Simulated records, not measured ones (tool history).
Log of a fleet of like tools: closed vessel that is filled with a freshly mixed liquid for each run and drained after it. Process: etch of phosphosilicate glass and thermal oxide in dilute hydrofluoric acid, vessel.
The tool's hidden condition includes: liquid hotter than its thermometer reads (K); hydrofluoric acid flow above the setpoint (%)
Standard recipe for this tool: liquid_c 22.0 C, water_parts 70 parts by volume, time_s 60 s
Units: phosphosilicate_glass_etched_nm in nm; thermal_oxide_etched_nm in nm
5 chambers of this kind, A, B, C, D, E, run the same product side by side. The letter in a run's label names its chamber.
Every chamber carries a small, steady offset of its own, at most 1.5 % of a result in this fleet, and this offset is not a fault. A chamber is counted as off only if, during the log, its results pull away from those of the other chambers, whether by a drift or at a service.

run,day,liquid_c,water_parts,time_s,hours since the thermometer was replaced,hours since the hydrofluoric acid flow meter was replaced,"read-back film thickness of the phosphosilicate glass reference wafer, read on the same gauge (nm)","read-back film thickness of the thermal oxide reference wafer, read on the same gauge (nm)",phosphosilicate_glass_etched_nm,thermal_oxide_etched_nm
1C,0.250,22.0,70,60,996.7,618.8,110.01,130.02,132.880,4.0045
2D,0.621,22.0,70,60,1045.5,445.5,110.02,130.00,130.800,3.9993
3A,1.004,22.0,70,60,583.8,83.5,109.99,130.00,134.670,4.1185
4E,1.533,22.0,70,60,376.8,125.5,110.03,129.99,132.870,4.0420
5B,2.038,22.0,70,60,481.9,67.0,109.98,130.00,131.080,3.9629
6E,2.375,22.0,100,50,397.0,145.7,110.01,129.99,74.447,2.2673
7A,2.629,22.0,100,50,622.8,122.5,109.99,130.01,75.426,2.2988
8B,2.983,22.0,100,50,504.6,89.7,109.99,130.04,74.531,2.2825
# day 3.225: chamber A: thermometer replaced
9D,3.412,22.0,100,50,1112.5,512.5,109.99,130.01,73.336,2.2385
10C,3.875,22.0,100,50,1083.7,705.8,110.00,130.03,74.930,2.2831
11B,4.225,22.0,70,60,534.4,119.5,110.02,130.03,131.290,3.9913
# day 4.654: chamber C: thermometer replaced
12D,4.696,22.0,70,60,1143.3,543.3,109.98,130.01,131.120,4.0133
13E,4.967,22.0,55,60,459.2,207.9,110.00,129.98,170.190,5.2052
14C,5.462,22.0,55,60,19.5,743.9,110.01,130.01,169.900,5.1909
15A,5.946,22.0,55,60,65.4,202.1,110.00,129.99,172.150,5.3371
16B,6.183,22.0,55,60,581.4,166.5,110.00,129.98,168.920,5.1496
17E,6.533,22.0,55,60,496.8,245.5,110.00,129.99,171.740,5.1779
18D,6.892,22.0,70,60,1196.0,596.0,110.00,130.00,131.830,4.0332
19A,7.125,22.0,70,60,93.7,230.4,110.00,129.97,132.870,4.0796
20C,7.554,20.5,70,60,69.7,794.1,110.01,130.01,125.870,3.7928
21E,7.871,20.5,70,60,528.9,277.6,109.98,130.02,124.280,3.8126
22A,8.104,20.5,70,60,117.2,253.9,110.01,129.98,124.590,3.8612
23C,8.492,20.5,70,60,92.2,816.6,110.00,130.04,124.950,3.8017
24B,8.975,20.5,70,60,648.4,233.5,110.01,130.03,122.920,3.7488
25D,9.408,22.0,70,60,1256.4,656.4,109.99,130.02,131.600,3.9520
26C,9.658,24.5,70,35,120.2,844.6,109.99,130.00,85.983,2.6169
27D,9.996,24.5,70,35,1270.5,670.5,110.00,129.99,84.806,2.5821
28B,10.383,24.5,70,35,682.2,267.3,109.99,130.03,85.884,2.5866
29E,10.892,24.5,70,35,601.4,350.1,110.00,130.01,85.360,2.6534
30A,11.229,24.5,70,35,192.2,328.9,110.01,130.00,86.638,2.6784
31E,11.650,22.0,70,60,619.6,368.3,110.01,130.02,133.520,4.0595
32C,11.917,22.0,70,60,174.4,898.8,110.02,129.98,135.120,4.0297
33D,12.212,22.0,70,60,1323.7,723.7,110.01,129.99,131.910,3.9860
34B,12.600,22.0,35,60,735.4,320.5,110.03,129.96,271.970,8.1667
35A,12.854,22.0,35,60,231.2,367.9,110.02,130.05,277.530,8.4524
36E,13.225,22.0,35,60,657.4,406.1,110.00,130.01,281.320,8.4325
37C,13.592,22.0,35,60,214.6,939.0,110.01,129.98,274.970,8.3491

Read the log: is a single chamber off, either drifting away or since a service, is the gauge that measures every chamber drifting, or is nothing wrong beyond small per-chamber offsets? Name any odd chamber and what most likely caused it.

All chambers stay in line apart from their small fixed offsets, and the gauge does not drift.

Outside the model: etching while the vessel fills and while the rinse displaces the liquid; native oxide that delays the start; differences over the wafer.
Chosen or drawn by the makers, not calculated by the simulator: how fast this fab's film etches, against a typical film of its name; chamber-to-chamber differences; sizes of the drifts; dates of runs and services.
